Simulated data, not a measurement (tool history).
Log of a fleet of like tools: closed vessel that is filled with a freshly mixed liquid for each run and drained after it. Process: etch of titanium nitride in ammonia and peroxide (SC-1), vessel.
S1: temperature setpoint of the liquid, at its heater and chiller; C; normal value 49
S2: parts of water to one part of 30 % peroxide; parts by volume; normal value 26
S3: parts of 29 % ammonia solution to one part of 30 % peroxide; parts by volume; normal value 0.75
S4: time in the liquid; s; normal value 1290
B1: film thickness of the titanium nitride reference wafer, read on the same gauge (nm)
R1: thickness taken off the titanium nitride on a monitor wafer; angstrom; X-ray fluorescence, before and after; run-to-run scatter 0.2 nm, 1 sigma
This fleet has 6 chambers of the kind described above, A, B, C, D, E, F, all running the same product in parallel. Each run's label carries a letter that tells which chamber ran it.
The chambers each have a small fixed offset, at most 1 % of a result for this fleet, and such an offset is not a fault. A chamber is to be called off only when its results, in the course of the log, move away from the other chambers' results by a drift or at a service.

run     day    S1    S2    S3    S4      B1      R1
 1F   0.396    49    26  0.75  1290  139.99  484.39
 2A   0.825    49    26  0.75  1290  140.03   492.3
 3B   1.083    49    26  0.75  1290  139.95  484.22
 4C   1.512    49    26  0.75  1290     140  486.24
 5D   1.738    49    26  0.75  1290  140.01  492.34
 6E   2.083    43    26  0.75  1290  140.01  320.82
 7E   2.354    43    26  0.75  1290  139.98   318.4
      2.633  -- chamber E: new drum of ammonia solution connected
 8B   2.767    43    26  0.75  1290  139.98  315.43
      2.883  -- chamber C: ammonia flow meter replaced
 9A   3.162    43    26  0.75  1290  139.98  317.02
      3.225  -- chamber E: thermometer replaced
10C   3.471    43    26  0.75  1290  140.01  319.87
      3.496  -- chamber A: ammonia flow meter replaced
11F   3.712    43    26  0.75  1290  140.01  317.89
12D   4.133    49    26  0.75  1290     140  492.05
13C   4.508    49    26  0.75  1290  140.03  489.93
      4.771  -- chamber B: new drum of ammonia solution connected
14F   4.825    49    26  0.75  1290  140.04  486.85
15B   5.108    49    26  0.75  1290  140.05  488.14
      5.325  -- chamber B: ammonia flow meter replaced
16E   5.488    49    26  0.75  1290  140.02  489.95
17A   5.725    49    26  0.75  1290  140.01  490.38
18D    6.15  52.5    26  0.75  1290  139.97  629.54
19C   6.508  52.5    26  0.75  1290  140.02  627.12
      6.517  -- chamber F: thermometer replaced
20E   6.929  52.5    26  0.75  1290  140.02  626.02
21A   7.196  52.5    26  0.75  1290  139.93  626.41
22D   7.575  52.5    26  0.75  1290  139.96  632.76
23B   7.917  52.5    26  0.75  1290  139.99  616.59
24F   8.362    49    26  0.75  1290  139.96  485.69
25D   8.662    49    26  0.75  1290  140.02  492.76
26F   9.075    49    26  0.75  1290  139.96   484.9
27C   9.296    49    26  0.75  1290  140.05  493.04
28E   9.771    49    26  0.75  1290  140.02  491.07
29A  10.225    49    26  0.75  1290  140.04  486.87
30B  10.567    49    26  0.75  1290     140  486.55
31F  10.846  45.5  20.5  0.75  1290  140.03  433.96
     11.004  -- chamber E: ammonia flow meter replaced
32B  11.133  45.5  20.5  0.75  1290  139.97  431.52
33A  11.362  45.5  20.5  0.75  1290     140  434.96
34C  11.646  45.5  20.5  0.75  1290  139.97  446.02
35E  12.088  45.5  20.5  0.75  1290  140.02  436.11
36D  12.354  45.5  20.5  0.75  1290  139.98  433.24
37E  12.683    49    26  0.75  1290     140  490.05
38F  12.967    49    26  0.75  1290  139.98  487.16
39D  13.212    49    26  0.75  1290  139.99  488.17
40B  13.588    49    26  0.75  1290  140.03  484.48
41A  13.862    49    26  0.75  1290  140.01  488.15

Each of the 6 chambers runs these same settings next. Fill in every chamber's results:
42A  14.208  49  26  0.75  1290       ?
42B  14.208  49  26  0.75  1290       ?
42C  14.208  49  26  0.75  1290       ?
42D  14.208  49  26  0.75  1290       ?
42E  14.208  49  26  0.75  1290       ?
42F  14.208  49  26  0.75  1290       ?

run      R1
42A  488.69
42B  482.71
42C  499.39
42D   492.2
42E  490.59
42F  487.53

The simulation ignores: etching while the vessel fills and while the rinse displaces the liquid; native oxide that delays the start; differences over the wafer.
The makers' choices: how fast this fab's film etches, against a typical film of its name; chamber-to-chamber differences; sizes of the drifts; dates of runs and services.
